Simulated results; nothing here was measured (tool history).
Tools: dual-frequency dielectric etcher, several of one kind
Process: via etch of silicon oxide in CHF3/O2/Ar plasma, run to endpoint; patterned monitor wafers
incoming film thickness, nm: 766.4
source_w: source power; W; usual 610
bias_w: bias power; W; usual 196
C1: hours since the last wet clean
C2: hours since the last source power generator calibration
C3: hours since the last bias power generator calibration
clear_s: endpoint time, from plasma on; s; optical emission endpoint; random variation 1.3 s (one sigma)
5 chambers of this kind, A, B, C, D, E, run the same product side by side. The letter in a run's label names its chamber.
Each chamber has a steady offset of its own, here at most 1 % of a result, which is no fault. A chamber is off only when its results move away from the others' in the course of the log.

run 1E hour=9.5 | source_w=610 bias_w=196 | C1=303.4 C2=4306.1 C3=4036.4 | clear_s=378.10
-- hour=10.5 chamber E: source power generator calibrated
run 2D hour=19.8 | source_w=610 bias_w=196 | C1=378.3 C2=2895.7 C3=1948.1 | clear_s=373.18
run 3C hour=31.6 | source_w=610 bias_w=196 | C1=126.7 C2=4010.6 C3=921.0 | clear_s=374.95
run 4A hour=40.6 | source_w=610 bias_w=196 | C1=616.7 C2=3116.1 C3=1481.1 | clear_s=374.83
run 5B hour=46.5 | source_w=610 bias_w=196 | C1=81.6 C2=2747.6 C3=2183.1 | clear_s=370.74
run 6C hour=55.5 | source_w=610 bias_w=196 | C1=150.6 C2=4034.5 C3=944.9 | clear_s=376.01
run 7D hour=66.8 | source_w=610 bias_w=196 | C1=425.3 C2=2942.7 C3=1995.1 | clear_s=375.66
run 8B hour=78.2 | source_w=610 bias_w=196 | C1=113.3 C2=2779.3 C3=2214.8 | clear_s=372.06
run 9A hour=88.8 | source_w=610 bias_w=196 | C1=664.9 C2=3164.3 C3=1529.3 | clear_s=373.15
run 10E hour=100.9 | source_w=610 bias_w=196 | C1=394.8 C2=90.5 C3=4127.8 | clear_s=379.07
run 11B hour=107.8 | source_w=610 bias_w=196 | C1=142.9 C2=2808.9 C3=2244.4 | clear_s=372.18
run 12E hour=119.7 | source_w=610 bias_w=196 | C1=413.6 C2=109.3 C3=4146.6 | clear_s=378.10
-- hour=121.1 chamber A: wet clean of the chamber
run 13D hour=125.7 | source_w=610 bias_w=196 | C1=484.2 C2=3001.6 C3=2054.0 | clear_s=375.25
run 14A hour=133.6 | source_w=610 bias_w=196 | C1=12.6 C2=3209.1 C3=1574.1 | clear_s=375.53
run 15C hour=144.0 | source_w=610 bias_w=196 | C1=239.1 C2=4123.0 C3=1033.4 | clear_s=375.32
run 16D hour=152.2 | source_w=610 bias_w=196 | C1=510.7 C2=3028.1 C3=2080.5 | clear_s=369.76
run 17C hour=159.7 | source_w=760 bias_w=222 | C1=254.8 C2=4138.7 C3=1049.1 | clear_s=331.07
run 18B hour=168.3 | source_w=760 bias_w=222 | C1=203.4 C2=2869.4 C3=2304.9 | clear_s=329.58
run 19E hour=177.4 | source_w=760 bias_w=222 | C1=471.3 C2=167.0 C3=4204.3 | clear_s=333.26
run 20A hour=184.3 | source_w=760 bias_w=222 | C1=63.3 C2=3259.8 C3=1624.8 | clear_s=328.94
-- hour=185.8 chamber B: bias power generator calibrated
run 21A hour=195.6 | source_w=760 bias_w=222 | C1=74.6 C2=3271.1 C3=1636.1 | clear_s=326.26
run 22E hour=201.2 | source_w=610 bias_w=196 | C1=495.1 C2=190.8 C3=4228.1 | clear_s=377.83
run 23D hour=210.2 | source_w=610 bias_w=196 | C1=568.7 C2=3086.1 C3=2138.5 | clear_s=370.42
run 24B hour=221.5 | source_w=610 bias_w=196 | C1=256.6 C2=2922.6 C3=35.7 | clear_s=370.80
run 25C hour=229.6 | source_w=610 bias_w=196 | C1=324.7 C2=4208.6 C3=1119.0 | clear_s=376.18
run 26E hour=236.7 | source_w=610 bias_w=196 | C1=530.6 C2=226.3 C3=4263.6 | clear_s=378.93
-- hour=237.9 chamber E: wet clean of the chamber
run 27A hour=244.9 | source_w=610 bias_w=196 | C1=123.9 C2=3320.4 C3=1685.4 | clear_s=372.76
-- hour=246.0 chamber A: bias power generator calibrated
run 28C hour=256.7 | source_w=610 bias_w=196 | C1=351.8 C2=4235.7 C3=1146.1 | clear_s=375.33
run 29B hour=268.8 | source_w=610 bias_w=196 | C1=303.9 C2=2969.9 C3=83.0 | clear_s=373.42
run 30D hour=275.8 | source_w=660 bias_w=165 | C1=634.3 C2=3151.7 C3=2204.1 | clear_s=374.12
run 31E hour=286.4 | source_w=660 bias_w=165 | C1=48.5 C2=276.0 C3=4313.3 | clear_s=388.86
run 32C hour=297.5 | source_w=660 bias_w=165 | C1=392.6 C2=4276.5 C3=1186.9 | clear_s=385.47
run 33B hour=308.4 | source_w=660 bias_w=165 | C1=343.5 C2=3009.5 C3=122.6 | clear_s=383.56
run 34D hour=319.6 | source_w=660 bias_w=165 | C1=678.1 C2=3195.5 C3=2247.9 | clear_s=373.87
-- hour=325.5 chamber B: wet clean of the chamber
run 35A hour=326.2 | source_w=610 bias_w=196 | C1=205.2 C2=3401.7 C3=80.2 | clear_s=375.82
-- hour=335.6 chamber C: source power generator calibrated
run 36D hour=337.3 | source_w=610 bias_w=196 | C1=695.8 C2=3213.2 C3=2265.6 | clear_s=363.37
run 37B hour=348.7 | source_w=610 bias_w=196 | C1=23.3 C2=3049.8 C3=162.9 | clear_s=369.19
run 38A hour=358.8 | source_w=610 bias_w=196 | C1=237.8 C2=3434.3 C3=112.8 | clear_s=374.66
-- hour=359.7 chamber B: source power generator calibrated
run 39C hour=368.6 | source_w=610 bias_w=196 | C1=463.7 C2=33.0 C3=1258.0 | clear_s=377.28
run 40E hour=378.8 | source_w=710 bias_w=230 | C1=140.9 C2=368.4 C3=4405.7 | clear_s=337.52
run 41D hour=384.2 | source_w=710 bias_w=230 | C1=742.7 C2=3260.1 C3=2312.5 | clear_s=321.71
run 42E hour=396.2 | source_w=710 bias_w=230 | C1=158.3 C2=385.8 C3=4423.1 | clear_s=336.60
run 43B hour=403.9 | source_w=710 bias_w=230 | C1=78.5 C2=44.3 C3=218.1 | clear_s=330.99

All 5 chambers run these settings next. Forecast each chamber's results:
run 44A hour=412.7 | source_w=610 bias_w=196 | clear_s=?
run 44B hour=412.7 | source_w=610 bias_w=196 | clear_s=?
run 44C hour=412.7 | source_w=610 bias_w=196 | clear_s=?
run 44D hour=412.7 | source_w=610 bias_w=196 | clear_s=?
run 44E hour=412.7 | source_w=610 bias_w=196 | clear_s=?

run=44A clear_s=374.77
run=44B clear_s=373.79
run=44C clear_s=374.87
run=44D clear_s=359.20
run=44E clear_s=378.74

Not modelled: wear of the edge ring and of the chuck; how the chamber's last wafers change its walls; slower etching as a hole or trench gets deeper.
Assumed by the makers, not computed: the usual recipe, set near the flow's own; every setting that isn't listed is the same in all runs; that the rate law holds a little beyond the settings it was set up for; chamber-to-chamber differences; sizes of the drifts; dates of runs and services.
